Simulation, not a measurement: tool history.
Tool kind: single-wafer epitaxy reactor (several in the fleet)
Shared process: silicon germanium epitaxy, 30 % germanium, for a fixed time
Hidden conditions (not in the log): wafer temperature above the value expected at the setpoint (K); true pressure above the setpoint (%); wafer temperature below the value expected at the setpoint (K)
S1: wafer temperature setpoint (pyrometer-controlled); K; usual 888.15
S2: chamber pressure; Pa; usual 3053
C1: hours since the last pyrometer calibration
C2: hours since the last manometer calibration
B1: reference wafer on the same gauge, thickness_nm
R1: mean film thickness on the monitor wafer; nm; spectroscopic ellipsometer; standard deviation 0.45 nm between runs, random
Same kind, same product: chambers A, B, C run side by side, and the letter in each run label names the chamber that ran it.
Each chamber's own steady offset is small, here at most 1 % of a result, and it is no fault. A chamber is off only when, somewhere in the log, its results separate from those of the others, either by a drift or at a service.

{"run": "1C", "day": 0.279, "S1": 888.15, "S2": 3053, "C1": 2216.2, "C2": 1091.2, "B1": 82.036, "R1": 82.262}
{"run": "2B", "day": 0.55, "S1": 888.15, "S2": 3053, "C1": 33.8, "C2": 1466.6, "B1": 81.932, "R1": 81.674}
{"run": "3A", "day": 1.096, "S1": 888.15, "S2": 3053, "C1": 281.6, "C2": 99.4, "B1": 82.239, "R1": 81.46}
{"run": "4C", "day": 1.608, "S1": 888.15, "S2": 3053, "C1": 2248.1, "C2": 1123.1, "B1": 82.156, "R1": 82.389}
{"run": "5A", "day": 2.112, "S1": 888.15, "S2": 3053, "C1": 306.0, "C2": 123.8, "B1": 82.085, "R1": 82.397}
{"run": "6B", "day": 2.383, "S1": 888.15, "S2": 3053, "C1": 77.8, "C2": 1510.6, "B1": 82.157, "R1": 81.606}
{"run": "7B", "day": 2.808, "S1": 888.15, "S2": 3053, "C1": 88.0, "C2": 1520.8, "B1": 82.116, "R1": 82.681}
{"run": "8A", "day": 3.371, "S1": 888.15, "S2": 2333, "C1": 336.2, "C2": 154.0, "B1": 82.082, "R1": 73.511}
{"run": "9C", "day": 3.925, "S1": 888.15, "S2": 2333, "C1": 2303.7, "C2": 1178.7, "B1": 82.09, "R1": 72.436}
{"run": "10B", "day": 4.379, "S1": 888.15, "S2": 2333, "C1": 125.7, "C2": 1558.5, "B1": 81.995, "R1": 73.252}
{"run": "11A", "day": 4.908, "S1": 888.15, "S2": 3053, "C1": 373.1, "C2": 190.9, "B1": 82.196, "R1": 81.402}
{"run": "12C", "day": 5.446, "S1": 888.15, "S2": 3053, "C1": 2340.2, "C2": 1215.2, "B1": 82.038, "R1": 82.208}
{"run": "13A", "day": 5.788, "S1": 888.15, "S2": 3053, "C1": 394.2, "C2": 212.0, "B1": 82.17, "R1": 81.73}
{"run": "14B", "day": 6.267, "S1": 894.15, "S2": 3053, "C1": 171.0, "C2": 1603.8, "B1": 82.032, "R1": 90.629}
{"run": "15C", "day": 6.521, "S1": 894.15, "S2": 3053, "C1": 2366.0, "C2": 1241.0, "B1": 82.139, "R1": 91.217}
{"day": 6.75, "done": "chamber C: pyrometer calibrated"}
{"run": "16C", "day": 6.975, "S1": 894.15, "S2": 3053, "C1": 5.4, "C2": 1251.9, "B1": 82.119, "R1": 97.352}
{"run": "17A", "day": 7.408, "S1": 888.15, "S2": 3053, "C1": 433.1, "C2": 250.9, "B1": 82.013, "R1": 82.251}
{"run": "18B", "day": 7.842, "S1": 888.15, "S2": 3053, "C1": 208.8, "C2": 1641.6, "B1": 82.074, "R1": 81.255}
{"run": "19C", "day": 8.321, "S1": 888.15, "S2": 3053, "C1": 37.7, "C2": 1284.2, "B1": 82.161, "R1": 89.495}
{"run": "20A", "day": 8.65, "S1": 888.15, "S2": 3053, "C1": 462.9, "C2": 280.7, "B1": 82.031, "R1": 81.766}
{"run": "21B", "day": 8.9, "S1": 888.15, "S2": 3053, "C1": 234.2, "C2": 1667.0, "B1": 82.118, "R1": 80.659}
{"run": "22C", "day": 9.296, "S1": 888.15, "S2": 3053, "C1": 61.1, "C2": 1307.6, "B1": 82.06, "R1": 88.249}
{"run": "23B", "day": 9.675, "S1": 888.15, "S2": 3053, "C1": 252.8, "C2": 1685.6, "B1": 82.138, "R1": 81.244}
{"run": "24A", "day": 10.175, "S1": 888.15, "S2": 3053, "C1": 499.5, "C2": 317.3, "B1": 82.086, "R1": 82.219}
{"day": 10.333, "done": "chamber B: capacitance manometer re-zeroed and calibrated"}
{"run": "25A", "day": 10.55, "S1": 888.15, "S2": 3053, "C1": 508.5, "C2": 326.3, "B1": 82.302, "R1": 81.595}
{"run": "26C", "day": 10.983, "S1": 888.15, "S2": 3053, "C1": 101.6, "C2": 1348.1, "B1": 82.098, "R1": 88.343}
{"run": "27B", "day": 11.404, "S1": 888.15, "S2": 3053, "C1": 294.3, "C2": 25.8, "B1": 81.988, "R1": 81.742}
{"run": "28B", "day": 11.783, "S1": 888.15, "S2": 3053, "C1": 303.4, "C2": 34.9, "B1": 82.025, "R1": 80.915}
{"run": "29C", "day": 12.35, "S1": 888.15, "S2": 3053, "C1": 134.4, "C2": 1380.9, "B1": 82.127, "R1": 88.721}
{"run": "30A", "day": 12.604, "S1": 888.15, "S2": 3053, "C1": 557.8, "C2": 375.6, "B1": 82.232, "R1": 81.31}
{"run": "31C", "day": 13.054, "S1": 888.15, "S2": 3053, "C1": 151.3, "C2": 1397.8, "B1": 81.982, "R1": 88.641}
{"run": "32B", "day": 13.475, "S1": 888.15, "S2": 3053, "C1": 344.0, "C2": 75.5, "B1": 82.011, "R1": 81.487}
{"run": "33A", "day": 13.738, "S1": 899.15, "S2": 3053, "C1": 585.0, "C2": 402.8, "B1": 82.063, "R1": 98.14}
{"run": "34B", "day": 14.138, "S1": 899.15, "S2": 3053, "C1": 359.9, "C2": 91.4, "B1": 82.133, "R1": 98.951}
{"run": "35C", "day": 14.646, "S1": 899.15, "S2": 3053, "C1": 189.5, "C2": 1436.0, "B1": 82.132, "R1": 106.01}
{"run": "36A", "day": 15.158, "S1": 888.15, "S2": 3053, "C1": 619.1, "C2": 436.9, "B1": 82.059, "R1": 81.639}
{"run": "37B", "day": 15.504, "S1": 888.15, "S2": 3053, "C1": 392.7, "C2": 124.2, "B1": 82.067, "R1": 81.959}
{"run": "38A", "day": 15.808, "S1": 888.15, "S2": 3053, "C1": 634.7, "C2": 452.5, "B1": 82.023, "R1": 81.86}
{"run": "39C", "day": 16.092, "S1": 888.15, "S2": 3053, "C1": 224.2, "C2": 1470.7, "B1": 82.027, "R1": 88.431}
{"run": "40B", "day": 16.55, "S1": 874.15, "S2": 2666, "C1": 417.8, "C2": 149.3, "B1": 82.039, "R1": 60.291}
{"run": "41C", "day": 17.004, "S1": 874.15, "S2": 2666, "C1": 246.1, "C2": 1492.6, "B1": 82.151, "R1": 64.978}
{"run": "42A", "day": 17.354, "S1": 874.15, "S2": 2666, "C1": 671.8, "C2": 489.6, "B1": 82.093, "R1": 60.483}

The same settings go to every chamber for the next run, one line per chamber below. Forecast the results for each:
{"run": "43A", "day": 17.771, "S1": 888.15, "S2": 3053, "R1": "?"}
{"run": "43B", "day": 17.771, "S1": 888.15, "S2": 3053, "R1": "?"}
{"run": "43C", "day": 17.771, "S1": 888.15, "S2": 3053, "R1": "?"}

run=43A R1=82.157
run=43B R1=80.844
run=43C R1=87.980
